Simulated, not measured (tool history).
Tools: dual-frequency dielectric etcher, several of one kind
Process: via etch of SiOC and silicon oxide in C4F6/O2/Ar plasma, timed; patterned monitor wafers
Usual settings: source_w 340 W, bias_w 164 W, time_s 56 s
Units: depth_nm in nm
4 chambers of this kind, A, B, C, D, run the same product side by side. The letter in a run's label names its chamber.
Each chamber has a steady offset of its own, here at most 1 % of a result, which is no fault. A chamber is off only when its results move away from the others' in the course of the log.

| run | hour | source_w | bias_w | time_s | read-back reference wafer on the same gauge, depth_nm | depth_nm |
|---|---|---|---|---|---|---|
| 1B | 3.1 | 340 | 164 | 56 | 64.819 | 57.811 |
| 2A | 7.5 | 340 | 164 | 56 | 64.816 | 57.537 |
| 3C | 12.6 | 340 | 164 | 56 | 64.848 | 57.653 |
| 4D | 17.7 | 340 | 164 | 56 | 64.86 | 58.177 |
| 5C | 22.4 | 340 | 164 | 56 | 64.874 | 57.743 |
| 6A | 25.8 | 340 | 164 | 56 | 64.87 | 57.514 |
| 7D | 29.8 | 340 | 164 | 56 | 64.865 | 58.228 |
| 8B | 33.1 | 340 | 164 | 56 | 64.896 | 57.879 |
| 9A | 37.9 | 340 | 164 | 56 | 64.92 | 57.45 |
| 10C | 42.2 | 340 | 164 | 56 | 64.938 | 57.892 |
|  | 44.2 | chamber B: source power generator calibrated |
| 11D | 47.3 | 340 | 164 | 56 | 64.926 | 58.162 |
| 12B | 51.7 | 340 | 189 | 72.5 | 64.97 | 78.55 |
| 13D | 54.6 | 340 | 189 | 72.5 | 64.934 | 78.845 |
| 14C | 57.8 | 340 | 189 | 72.5 | 64.991 | 78.34 |
| 15B | 61.8 | 340 | 189 | 72.5 | 64.971 | 78.495 |
| 16A | 66 | 340 | 164 | 56 | 64.999 | 57.612 |
| 17D | 70.7 | 340 | 164 | 56 | 65.014 | 58.158 |
| 18C | 74.4 | 340 | 133 | 56 | 65.023 | 54.327 |
| 19B | 79.4 | 340 | 133 | 56 | 65.033 | 54.216 |
| 20A | 81.8 | 340 | 133 | 56 | 65.061 | 53.946 |
| 21A | 86.4 | 340 | 133 | 56 | 65.058 | 53.949 |
| 22B | 88.9 | 340 | 164 | 56 | 65.096 | 58.145 |
| 23D | 93.6 | 310 | 164 | 56 | 65.101 | 56.086 |
| 24C | 97.6 | 310 | 164 | 56 | 65.099 | 55.892 |
| 25B | 100.1 | 310 | 164 | 56 | 65.084 | 55.993 |
| 26A | 103.5 | 310 | 164 | 56 | 65.114 | 55.63 |
| 27C | 107.8 | 340 | 164 | 56 | 65.105 | 57.941 |
| 28D | 111.8 | 300 | 164 | 49 | 65.137 | 48.535 |
|  | 111.9 | chamber D: wet clean of the chamber |
| 29C | 115.8 | 300 | 164 | 49 | 65.18 | 48.241 |
| 30A | 118.5 | 300 | 164 | 49 | 65.151 | 48.106 |
| 31B | 122 | 300 | 164 | 49 | 65.179 | 48.43 |
| 32D | 126.3 | 340 | 164 | 56 | 65.154 | 58.357 |

What goes on in this fleet: one chamber off, a drifting gauge, or nothing beyond the chambers' own small offsets? Name the chamber and the cause, if any.

The gauge drifts, so all chambers seem to drift together. No chamber is off.
Cause: gauge reads high (%) = 0.599.
